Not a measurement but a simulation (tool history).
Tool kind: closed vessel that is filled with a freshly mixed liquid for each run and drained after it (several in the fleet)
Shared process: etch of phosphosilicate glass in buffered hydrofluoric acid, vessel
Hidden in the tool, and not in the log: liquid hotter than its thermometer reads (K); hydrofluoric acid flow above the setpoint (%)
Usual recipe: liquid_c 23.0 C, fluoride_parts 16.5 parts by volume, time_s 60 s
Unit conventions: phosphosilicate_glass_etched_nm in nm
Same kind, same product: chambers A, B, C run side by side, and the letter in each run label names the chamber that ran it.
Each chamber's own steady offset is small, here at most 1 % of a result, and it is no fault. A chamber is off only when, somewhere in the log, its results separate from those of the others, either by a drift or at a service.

run    day  liquid_c  fluoride_parts  time_s  hours since the thermometer was replaced  hours since the hydrofluoric acid flow meter was replaced  read-back film thickness of the phosphosilicate glass reference wafer, read on the same gauge (nm)  phosphosilicate_glass_etched_nm
 1B  0.108      23.0            16.5      60                                     193.0                                                      519.0                                                                                              79.979                          104.820
 2C  0.304      23.0            16.5      60                                     547.2                                                       64.4                                                                                              80.014                          106.450
 3A  0.404      23.0            16.5      60                                     472.3                                                     1011.0                                                                                              79.978                          107.300
 4B  0.558      23.0            16.5      60                                     203.8                                                      529.8                                                                                              80.042                          105.400
 5C  0.667      23.0            16.5      35                                     555.9                                                       73.1                                                                                              80.042                           61.083
 6A  0.796      23.0            16.5      35                                     481.7                                                     1020.4                                                                                              80.006                           62.195
 7C  0.933      23.0            16.5      35                                     562.3                                                       79.5                                                                                              79.972                           61.606
 8B  1.058      23.0            16.5      60                                     215.8                                                      541.8                                                                                              80.035                          106.040
 9A  1.154      23.0            22.0      60                                     490.3                                                     1029.0                                                                                              79.993                           82.212
10B  1.283      23.0            22.0      60                                     221.2                                                      547.2                                                                                              80.016                           83.149
11A  1.417      23.0            22.0      60                                     496.6                                                     1035.3                                                                                              80.003                           83.967
12C  1.583      23.0            16.5      60                                     577.9                                                       95.1                                                                                              80.001                          106.460
13C  1.767      23.0            16.5      60                                     582.3                                                       99.5                                                                                              79.959                          106.870
14A  1.892      25.5            14.5      60                                     508.0                                                     1046.7                                                                                              79.963                          141.290
15B  1.983      25.5            14.5      60                                     238.0                                                      564.0                                                                                              79.988                          137.180
16A  2.154      25.5            14.5      60                                     514.3                                                     1053.0                                                                                              79.927                          141.880
17B  2.321      23.0            16.5      60                                     246.1                                                      572.1                                                                                              79.957                          105.860
18C  2.446      23.0            16.5      60                                     598.6                                                      115.8                                                                                              79.979                          106.970
19B  2.621      23.0            16.5      60                                     253.3                                                      579.3                                                                                              79.963                          106.290
20C  2.725      23.0            16.5      60                                     605.3                                                      122.5                                                                                              80.003                          107.250
21A  2.921      23.0            16.5      60                                     532.7                                                     1071.4                                                                                              79.986                          109.370
22C  3.038      23.0            11.0      60                                     612.8                                                      130.0                                                                                              79.957                          157.070
23A  3.217      23.0            11.0      60                                     539.8                                                     1078.5                                                                                              79.992                          164.330
24B  3.329      23.0            11.0      60                                     270.3                                                      596.3                                                                                              79.983                          155.650
25A  3.488      23.0            16.5      60                                     546.3                                                     1085.0                                                                                              80.033                          110.140
26C  3.612      23.0            16.5      60                                     626.6                                                      143.8                                                                                              79.969                          107.210
27B  3.812      23.0            16.5      60                                     281.9                                                      607.9                                                                                              80.020                          105.710
28A  3.917      23.0            16.5      60                                     556.6                                                     1095.3                                                                                              80.023                          112.690
29B  4.092      23.0            16.5      60                                     288.6                                                      614.6                                                                                              79.989                          106.150
30C  4.296      23.0            16.5      60                                     643.0                                                      160.2                                                                                              79.989                          107.030
31A  4.412      23.0            16.5      60                                     568.5                                                     1107.2                                                                                              80.001                          111.290

Next, all 3 chambers run the settings below, one line each with question marks for the results. What does each chamber give?
32A  4.562      20.0            16.5      60                                                                                                                                                                                                                                         ?
32B  4.562      20.0            16.5      60                                                                                                                                                                                                                                         ?
32C  4.562      20.0            16.5      60                                                                                                                                                                                                                                         ?

run  phosphosilicate_glass_etched_nm
32A                           95.414
32B                           89.834
32C                           90.409
